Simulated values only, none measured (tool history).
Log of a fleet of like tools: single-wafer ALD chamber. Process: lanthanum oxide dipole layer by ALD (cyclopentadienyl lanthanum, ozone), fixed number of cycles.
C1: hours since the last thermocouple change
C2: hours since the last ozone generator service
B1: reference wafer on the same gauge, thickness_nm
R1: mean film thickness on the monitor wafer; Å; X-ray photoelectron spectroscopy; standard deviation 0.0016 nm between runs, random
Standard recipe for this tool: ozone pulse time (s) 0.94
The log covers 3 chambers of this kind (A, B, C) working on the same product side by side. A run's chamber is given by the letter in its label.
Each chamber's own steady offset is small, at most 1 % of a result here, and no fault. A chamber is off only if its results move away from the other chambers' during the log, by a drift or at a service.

{"run": "1C", "day": 0.283, "ozone pulse time (s)": 0.94, "C1": 1261.2, "C2": 94.1, "B1": 0.47944, "R1": 4.91}
{"run": "2B", "day": 0.5, "ozone pulse time (s)": 0.94, "C1": 1284.2, "C2": 247.3, "B1": 0.47914, "R1": 4.8789}
{"run": "3A", "day": 0.792, "ozone pulse time (s)": 0.94, "C1": 1356.7, "C2": 638.6, "B1": 0.47887, "R1": 4.8442}
{"run": "4B", "day": 1.083, "ozone pulse time (s)": 0.94, "C1": 1298.2, "C2": 261.3, "B1": 0.47854, "R1": 4.8736}
{"run": "5A", "day": 1.442, "ozone pulse time (s)": 0.94, "C1": 1372.3, "C2": 654.2, "B1": 0.47933, "R1": 4.8781}
{"run": "6C", "day": 1.792, "ozone pulse time (s)": 0.94, "C1": 1297.4, "C2": 130.3, "B1": 0.47895, "R1": 4.9484}
{"run": "7B", "day": 1.979, "ozone pulse time (s)": 0.94, "C1": 1319.7, "C2": 282.8, "B1": 0.47866, "R1": 4.8778}
{"run": "8A", "day": 2.283, "ozone pulse time (s)": 0.94, "C1": 1392.5, "C2": 674.4, "B1": 0.47904, "R1": 4.8646}
{"run": "9C", "day": 2.688, "ozone pulse time (s)": 0.94, "C1": 1318.9, "C2": 151.8, "B1": 0.47944, "R1": 4.9498}
{"run": "10A", "day": 2.971, "ozone pulse time (s)": 0.94, "C1": 1409, "C2": 690.9, "B1": 0.47903, "R1": 4.8663}
{"run": "11B", "day": 3.329, "ozone pulse time (s)": 1.08, "C1": 1352.1, "C2": 315.2, "B1": 0.47927, "R1": 5.0984}
{"run": "12C", "day": 3.712, "ozone pulse time (s)": 1.08, "C1": 1343.5, "C2": 176.4, "B1": 0.4795, "R1": 5.1279}
{"run": "13C", "day": 4.075, "ozone pulse time (s)": 1.08, "C1": 1352.2, "C2": 185.1, "B1": 0.47916, "R1": 5.146}
{"run": "14B", "day": 4.483, "ozone pulse time (s)": 0.94, "C1": 1379.8, "C2": 342.9, "B1": 0.47911, "R1": 4.8916}
{"run": "15A", "day": 4.888, "ozone pulse time (s)": 0.94, "C1": 1455, "C2": 736.9, "B1": 0.47868, "R1": 4.8454}
{"run": "16C", "day": 5.292, "ozone pulse time (s)": 0.94, "C1": 1381.4, "C2": 214.3, "B1": 0.47885, "R1": 4.9275}
{"run": "17A", "day": 5.5, "ozone pulse time (s)": 0.94, "C1": 1469.7, "C2": 751.6, "B1": 0.47913, "R1": 4.841}
{"run": "18B", "day": 5.788, "ozone pulse time (s)": 0.73, "C1": 1411.1, "C2": 374.2, "B1": 0.47872, "R1": 4.4115}
{"run": "19B", "day": 5.988, "ozone pulse time (s)": 0.73, "C1": 1415.9, "C2": 379, "B1": 0.47916, "R1": 4.4108}
{"run": "20A", "day": 6.283, "ozone pulse time (s)": 0.73, "C1": 1488.5, "C2": 770.4, "B1": 0.47908, "R1": 4.4039}
{"run": "21C", "day": 6.471, "ozone pulse time (s)": 0.94, "C1": 1409.7, "C2": 242.6, "B1": 0.47908, "R1": 4.9157}
{"run": "22B", "day": 6.846, "ozone pulse time (s)": 0.94, "C1": 1436.5, "C2": 399.6, "B1": 0.47899, "R1": 4.849}
{"run": "23A", "day": 7.217, "ozone pulse time (s)": 0.94, "C1": 1510.9, "C2": 792.8, "B1": 0.47939, "R1": 4.9057}
{"run": "24C", "day": 7.558, "ozone pulse time (s)": 0.94, "C1": 1435.8, "C2": 268.7, "B1": 0.47919, "R1": 4.9278}
{"run": "25C", "day": 7.883, "ozone pulse time (s)": 0.94, "C1": 1443.6, "C2": 276.5, "B1": 0.47894, "R1": 4.9243}
{"run": "26B", "day": 8.208, "ozone pulse time (s)": 0.94, "C1": 1469.2, "C2": 432.3, "B1": 0.47869, "R1": 4.8283}
{"day": 8.433, "done": "chamber A: thermocouple changed; heater temperature recalibrated"}
{"run": "27A", "day": 8.525, "ozone pulse time (s)": 0.94, "C1": 2.3, "C2": 824.2, "B1": 0.47886, "R1": 4.8635}
{"run": "28B", "day": 8.779, "ozone pulse time (s)": 0.94, "C1": 1482.9, "C2": 446, "B1": 0.47912, "R1": 4.8211}
{"run": "29C", "day": 9.0, "ozone pulse time (s)": 0.94, "C1": 1470.4, "C2": 303.3, "B1": 0.47879, "R1": 4.9185}
{"run": "30A", "day": 9.371, "ozone pulse time (s)": 0.94, "C1": 22.6, "C2": 844.5, "B1": 0.47887, "R1": 4.8647}
{"run": "31A", "day": 9.617, "ozone pulse time (s)": 0.94, "C1": 28.5, "C2": 850.4, "B1": 0.47939, "R1": 4.8384}
{"run": "32B", "day": 9.954, "ozone pulse time (s)": 0.94, "C1": 1511.1, "C2": 474.2, "B1": 0.47877, "R1": 4.805}
{"run": "33C", "day": 10.325, "ozone pulse time (s)": 0.94, "C1": 1502.2, "C2": 335.1, "B1": 0.47913, "R1": 4.8831}
{"run": "34C", "day": 10.692, "ozone pulse time (s)": 1.11, "C1": 1511, "C2": 343.9, "B1": 0.47896, "R1": 5.1837}
{"run": "35A", "day": 10.917, "ozone pulse time (s)": 1.11, "C1": 59.7, "C2": 881.6, "B1": 0.47932, "R1": 5.112}
{"run": "36B", "day": 11.154, "ozone pulse time (s)": 1.11, "C1": 1539.9, "C2": 503, "B1": 0.47921, "R1": 5.046}
{"run": "37A", "day": 11.35, "ozone pulse time (s)": 0.94, "C1": 70.1, "C2": 892, "B1": 0.47895, "R1": 4.843}
{"run": "38C", "day": 11.654, "ozone pulse time (s)": 0.94, "C1": 1534.1, "C2": 367, "B1": 0.47912, "R1": 4.9055}
{"run": "39B", "day": 11.854, "ozone pulse time (s)": 0.94, "C1": 1556.7, "C2": 519.8, "B1": 0.47859, "R1": 4.7671}
{"run": "40C", "day": 12.158, "ozone pulse time (s)": 0.94, "C1": 1546.2, "C2": 379.1, "B1": 0.479, "R1": 4.9457}
{"run": "41A", "day": 12.521, "ozone pulse time (s)": 0.94, "C1": 98.2, "C2": 920.1, "B1": 0.47949, "R1": 4.8309}
{"run": "42B", "day": 12.733, "ozone pulse time (s)": 0.7, "C1": 1577.8, "C2": 540.9, "B1": 0.47875, "R1": 4.1705}
{"day": 13.129, "done": "chamber A: ozone generator serviced"}
{"run": "43A", "day": 13.142, "ozone pulse time (s)": 0.7, "C1": 113.1, "C2": 0.4, "B1": 0.47906, "R1": 4.3228}

Decide between three cases: one chamber stands off from its peers, the gauge reading all wafers drifts, or nothing is wrong past each chamber's small offset. Where a chamber is off, say which and what most likely put it there.

Chamber B drifts away from the others.
What lies behind it: ozone dose below that of a generator just serviced (%) = 8.2.

Here are 4 candidates for chamber B's next run, each the usual settings with a change, their results left as question marks. Which one brings its results back in line with what the others give on the usual settings?
To be in line, a result may differ from the other chambers' mean on the usual settings by at most: R1 0.056 Å
{"run": "44B-1", "day": 13.433, "ozone pulse time (s)": 1.14, "R1": "?"}
{"run": "44B-2", "day": 13.433, "ozone pulse time (s)": 0.86, "R1": "?"}
{"run": "44B-3", "day": 13.433, "ozone pulse time (s)": 0.79, "R1": "?"}
{"run": "44B-4", "day": 13.433, "ozone pulse time (s)": 1.02, "R1": "?"}

Other chambers, usual settings, mean: R1 4.8944 Å
run=44B-1 R1=5.0502
run=44B-2 R1=4.5755
run=44B-3 R1=4.4138
run=44B-4 R1=4.8759
44B-4 is the one that brings the chamber's results back in line with the other chambers.

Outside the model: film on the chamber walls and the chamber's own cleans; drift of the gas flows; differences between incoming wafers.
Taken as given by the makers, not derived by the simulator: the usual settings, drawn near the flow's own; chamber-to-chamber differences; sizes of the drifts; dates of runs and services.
